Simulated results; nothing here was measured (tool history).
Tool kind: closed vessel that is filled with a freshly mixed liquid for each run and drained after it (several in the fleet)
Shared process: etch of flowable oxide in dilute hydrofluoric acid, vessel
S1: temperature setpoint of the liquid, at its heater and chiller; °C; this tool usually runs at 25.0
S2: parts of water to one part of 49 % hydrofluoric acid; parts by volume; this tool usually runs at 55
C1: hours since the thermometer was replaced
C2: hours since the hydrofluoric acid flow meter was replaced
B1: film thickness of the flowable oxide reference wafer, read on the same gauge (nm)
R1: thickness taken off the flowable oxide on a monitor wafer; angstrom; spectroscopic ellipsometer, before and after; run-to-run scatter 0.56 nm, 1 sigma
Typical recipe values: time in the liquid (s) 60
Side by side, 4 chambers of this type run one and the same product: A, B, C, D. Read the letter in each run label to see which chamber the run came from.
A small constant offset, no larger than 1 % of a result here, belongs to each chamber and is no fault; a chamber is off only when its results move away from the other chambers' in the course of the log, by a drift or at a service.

{"run": "1A", "hour": 5.3, "S1": 25.0, "S2": 55, "time in the liquid (s)": 60, "C1": 1141.4, "C2": 431.4, "B1": 149.97, "R1": 725.98}
{"run": "2B", "hour": 9.6, "S1": 25.0, "S2": 55, "time in the liquid (s)": 60, "C1": 1070.3, "C2": 802.7, "B1": 150.04, "R1": 714.13}
{"run": "3C", "hour": 11.9, "S1": 25.0, "S2": 55, "time in the liquid (s)": 60, "C1": 588.2, "C2": 300.7, "B1": 149.98, "R1": 740.74}
{"run": "4D", "hour": 15.2, "S1": 25.0, "S2": 55, "time in the liquid (s)": 60, "C1": 1199.1, "C2": 1625.2, "B1": 150.01, "R1": 732.2}
{"run": "5B", "hour": 18.6, "S1": 25.0, "S2": 55, "time in the liquid (s)": 40, "C1": 1079.3, "C2": 811.7, "B1": 150.02, "R1": 480.09}
{"run": "6D", "hour": 21.3, "S1": 25.0, "S2": 55, "time in the liquid (s)": 40, "C1": 1205.2, "C2": 1631.3, "B1": 149.99, "R1": 484.07}
{"run": "7C", "hour": 24.0, "S1": 25.0, "S2": 55, "time in the liquid (s)": 40, "C1": 600.3, "C2": 312.8, "B1": 150.02, "R1": 493.95}
{"run": "8A", "hour": 28.2, "S1": 25.0, "S2": 55, "time in the liquid (s)": 40, "C1": 1164.3, "C2": 454.3, "B1": 149.99, "R1": 491.23}
{"run": "9D", "hour": 32.2, "S1": 25.0, "S2": 55, "time in the liquid (s)": 60, "C1": 1216.1, "C2": 1642.2, "B1": 149.98, "R1": 726.74}
{"run": "10C", "hour": 35.6, "S1": 25.0, "S2": 55, "time in the liquid (s)": 60, "C1": 611.9, "C2": 324.4, "B1": 149.98, "R1": 734.37}
{"run": "11B", "hour": 40.0, "S1": 25.0, "S2": 55, "time in the liquid (s)": 60, "C1": 1100.7, "C2": 833.1, "B1": 149.97, "R1": 721.3}
{"run": "12A", "hour": 44.6, "S1": 25.0, "S2": 55, "time in the liquid (s)": 60, "C1": 1180.7, "C2": 470.7, "B1": 149.94, "R1": 708.58}
{"run": "13A", "hour": 49.4, "S1": 25.0, "S2": 55, "time in the liquid (s)": 60, "C1": 1185.5, "C2": 475.5, "B1": 150.04, "R1": 710.86}
{"run": "14C", "hour": 54.1, "S1": 25.0, "S2": 55, "time in the liquid (s)": 60, "C1": 630.4, "C2": 342.9, "B1": 149.99, "R1": 742.15}
{"run": "15D", "hour": 57.5, "S1": 27.5, "S2": 25, "time in the liquid (s)": 60, "C1": 1241.4, "C2": 1667.5, "B1": 149.99, "R1": 1854.6}
{"run": "16B", "hour": 62.4, "S1": 27.5, "S2": 25, "time in the liquid (s)": 60, "C1": 1123.1, "C2": 855.5, "B1": 149.97, "R1": 1898.9}
{"run": "17B", "hour": 65.2, "S1": 27.5, "S2": 25, "time in the liquid (s)": 60, "C1": 1125.9, "C2": 858.3, "B1": 150.02, "R1": 1885.4}
{"run": "18C", "hour": 69.8, "S1": 27.5, "S2": 25, "time in the liquid (s)": 60, "C1": 646.1, "C2": 358.6, "B1": 149.97, "R1": 1850.9}
{"run": "19D", "hour": 72.6, "S1": 25.0, "S2": 55, "time in the liquid (s)": 60, "C1": 1256.5, "C2": 1682.6, "B1": 149.99, "R1": 727.89}
{"run": "20A", "hour": 76.1, "S1": 25.0, "S2": 55, "time in the liquid (s)": 60, "C1": 1212.2, "C2": 502.2, "B1": 150.0, "R1": 688.23}
{"run": "21C", "hour": 80.3, "S1": 25.0, "S2": 40, "time in the liquid (s)": 60, "C1": 656.6, "C2": 369.1, "B1": 149.98, "R1": 1037.3}
{"run": "22D", "hour": 84.7, "S1": 25.0, "S2": 40, "time in the liquid (s)": 60, "C1": 1268.6, "C2": 1694.7, "B1": 149.99, "R1": 1006.8}
{"run": "23A", "hour": 87.8, "S1": 25.0, "S2": 40, "time in the liquid (s)": 60, "C1": 1223.9, "C2": 513.9, "B1": 150.03, "R1": 944.88}
{"run": "24B", "hour": 91.3, "S1": 25.0, "S2": 40, "time in the liquid (s)": 60, "C1": 1152.0, "C2": 884.4, "B1": 149.93, "R1": 1028.2}
{"run": "25C", "hour": 95.8, "S1": 25.0, "S2": 55, "time in the liquid (s)": 60, "C1": 672.1, "C2": 384.6, "B1": 150.02, "R1": 731.66}
{"run": "26A", "hour": 100.1, "S1": 21.5, "S2": 55, "time in the liquid (s)": 60, "C1": 1236.2, "C2": 526.2, "B1": 150.0, "R1": 577.03}
{"run": "27D", "hour": 103.8, "S1": 21.5, "S2": 55, "time in the liquid (s)": 60, "C1": 1287.7, "C2": 1713.8, "B1": 149.95, "R1": 621.39}

Read the log: is a single chamber off, either drifting away or since a service, is the gauge that measures every chamber drifting, or is nothing wrong beyond small per-chamber offsets? Name any odd chamber and what most likely caused it.

It is chamber A that slowly wanders off from its peers.
Cause: hydrofluoric acid flow below the setpoint (%) = 9.62.
From this log alone, it may not be told apart from: liquid colder than its thermometer reads (K).

Which of the 4 candidates below, each the usual settings with something changed and its results left as question marks, puts chamber A back in line with what the other chambers give on the usual settings?
To be in line, a result may differ from the other chambers' mean on the usual settings by at most: R1 19.00 angstrom
{"run": "28A-1", "hour": 107.7, "S1": 25.0, "S2": 50, "time in the liquid (s)": 60, "R1": "?"}
{"run": "28A-2", "hour": 107.7, "S1": 24.5, "S2": 55, "time in the liquid (s)": 55, "R1": "?"}
{"run": "28A-3", "hour": 107.7, "S1": 26.0, "S2": 55, "time in the liquid (s)": 60, "R1": "?"}
{"run": "28A-4", "hour": 107.7, "S1": 24.0, "S2": 55, "time in the liquid (s)": 60, "R1": "?"}

Mean of the other chambers on the usual settings: R1 730.69 angstrom
run=28A-1 R1=731.64
run=28A-2 R1=593.75
run=28A-3 R1=687.92
run=28A-4 R1=634.67
It is 28A-1 that realigns the chamber with its peers.
